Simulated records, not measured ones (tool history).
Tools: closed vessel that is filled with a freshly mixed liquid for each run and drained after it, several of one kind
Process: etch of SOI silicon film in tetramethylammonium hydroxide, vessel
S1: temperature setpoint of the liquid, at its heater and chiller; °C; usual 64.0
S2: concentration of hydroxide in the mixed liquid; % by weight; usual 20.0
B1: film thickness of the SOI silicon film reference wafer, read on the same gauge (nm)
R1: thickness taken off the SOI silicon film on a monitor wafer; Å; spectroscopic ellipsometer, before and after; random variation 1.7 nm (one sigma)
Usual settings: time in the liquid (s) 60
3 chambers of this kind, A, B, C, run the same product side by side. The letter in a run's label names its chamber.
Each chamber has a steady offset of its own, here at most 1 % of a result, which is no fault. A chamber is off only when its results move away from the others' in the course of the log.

{"run": "1B", "hour": 8.7, "S1": 64.0, "S2": 20.0, "time in the liquid (s)": 60, "B1": 40.016, "R1": 2247.3}
{"run": "2A", "hour": 21.1, "S1": 64.0, "S2": 20.0, "time in the liquid (s)": 60, "B1": 39.984, "R1": 2226.2}
{"run": "3C", "hour": 33.5, "S1": 64.0, "S2": 20.0, "time in the liquid (s)": 60, "B1": 39.988, "R1": 2269.5}
{"run": "4A", "hour": 42.5, "S1": 64.0, "S2": 20.0, "time in the liquid (s)": 60, "B1": 39.962, "R1": 2278.1}
{"run": "5C", "hour": 53.5, "S1": 64.0, "S2": 20.0, "time in the liquid (s)": 60, "B1": 40.01, "R1": 2237.5}
{"run": "6B", "hour": 65.0, "S1": 64.0, "S2": 17.0, "time in the liquid (s)": 35, "B1": 40.017, "R1": 1385.2}
{"hour": 65.7, "done": "chamber B: hydroxide flow meter replaced"}
{"run": "7A", "hour": 77.0, "S1": 64.0, "S2": 17.0, "time in the liquid (s)": 35, "B1": 39.969, "R1": 1404.5}
{"run": "8B", "hour": 86.5, "S1": 64.0, "S2": 17.0, "time in the liquid (s)": 35, "B1": 39.976, "R1": 1408.5}
{"run": "9C", "hour": 99.7, "S1": 64.0, "S2": 20.0, "time in the liquid (s)": 60, "B1": 39.979, "R1": 2210.8}
{"run": "10B", "hour": 109.1, "S1": 58.5, "S2": 20.0, "time in the liquid (s)": 60, "B1": 39.972, "R1": 1609.9}
{"run": "11A", "hour": 121.2, "S1": 58.5, "S2": 20.0, "time in the liquid (s)": 60, "B1": 40.04, "R1": 1603.3}
{"run": "12C", "hour": 130.7, "S1": 58.5, "S2": 20.0, "time in the liquid (s)": 60, "B1": 39.996, "R1": 1537.1}
{"hour": 141.8, "done": "chamber C: hydroxide flow meter replaced"}
{"run": "13C", "hour": 143.2, "S1": 64.0, "S2": 20.0, "time in the liquid (s)": 40, "B1": 39.968, "R1": 1442.1}
{"run": "14A", "hour": 152.7, "S1": 64.0, "S2": 20.0, "time in the liquid (s)": 40, "B1": 39.998, "R1": 1494.7}
{"run": "15B", "hour": 159.4, "S1": 64.0, "S2": 20.0, "time in the liquid (s)": 40, "B1": 39.989, "R1": 1493.9}
{"run": "16A", "hour": 166.0, "S1": 64.0, "S2": 25.0, "time in the liquid (s)": 85, "B1": 39.976, "R1": 2547.5}
{"run": "17B", "hour": 178.8, "S1": 64.0, "S2": 25.0, "time in the liquid (s)": 85, "B1": 40.005, "R1": 2622.8}
{"run": "18C", "hour": 189.4, "S1": 64.0, "S2": 25.0, "time in the liquid (s)": 85, "B1": 40.024, "R1": 2471.4}
{"run": "19C", "hour": 195.8, "S1": 64.0, "S2": 15.0, "time in the liquid (s)": 35, "B1": 40.027, "R1": 1398.7}
{"run": "20B", "hour": 201.7, "S1": 64.0, "S2": 15.0, "time in the liquid (s)": 35, "B1": 40.018, "R1": 1445.1}
{"run": "21A", "hour": 213.1, "S1": 64.0, "S2": 15.0, "time in the liquid (s)": 35, "B1": 40.003, "R1": 1453.5}
{"run": "22C", "hour": 226.4, "S1": 64.0, "S2": 20.0, "time in the liquid (s)": 30, "B1": 39.981, "R1": 1064.3}
{"run": "23B", "hour": 236.0, "S1": 64.0, "S2": 20.0, "time in the liquid (s)": 30, "B1": 40.026, "R1": 1128.0}
{"run": "24A", "hour": 248.6, "S1": 64.0, "S2": 20.0, "time in the liquid (s)": 30, "B1": 39.996, "R1": 1120.4}
{"run": "25B", "hour": 258.9, "S1": 67.5, "S2": 20.0, "time in the liquid (s)": 60, "B1": 39.979, "R1": 2786.6}
{"run": "26C", "hour": 267.5, "S1": 67.5, "S2": 20.0, "time in the liquid (s)": 60, "B1": 40.018, "R1": 2596.8}
{"run": "27A", "hour": 276.2, "S1": 67.5, "S2": 20.0, "time in the liquid (s)": 60, "B1": 39.995, "R1": 2756.3}
{"run": "28A", "hour": 285.0, "S1": 64.0, "S2": 20.0, "time in the liquid (s)": 60, "B1": 39.973, "R1": 2231.7}
{"run": "29C", "hour": 296.2, "S1": 64.0, "S2": 20.0, "time in the liquid (s)": 60, "B1": 40.003, "R1": 2068.4}
{"run": "30B", "hour": 309.5, "S1": 64.0, "S2": 16.5, "time in the liquid (s)": 75, "B1": 40.004, "R1": 3055.9}
{"run": "31A", "hour": 318.5, "S1": 64.0, "S2": 16.5, "time in the liquid (s)": 75, "B1": 39.992, "R1": 2997.6}

Next, every chamber runs the same settings. What will each give?
{"run": "32A", "hour": 328.1, "S1": 64.0, "S2": 20.0, "time in the liquid (s)": 30, "R1": "?"}
{"run": "32B", "hour": 328.1, "S1": 64.0, "S2": 20.0, "time in the liquid (s)": 30, "R1": "?"}
{"run": "32C", "hour": 328.1, "S1": 64.0, "S2": 20.0, "time in the liquid (s)": 30, "R1": "?"}

run=32A R1=1111.6
run=32B R1=1129.1
run=32C R1=1024.1
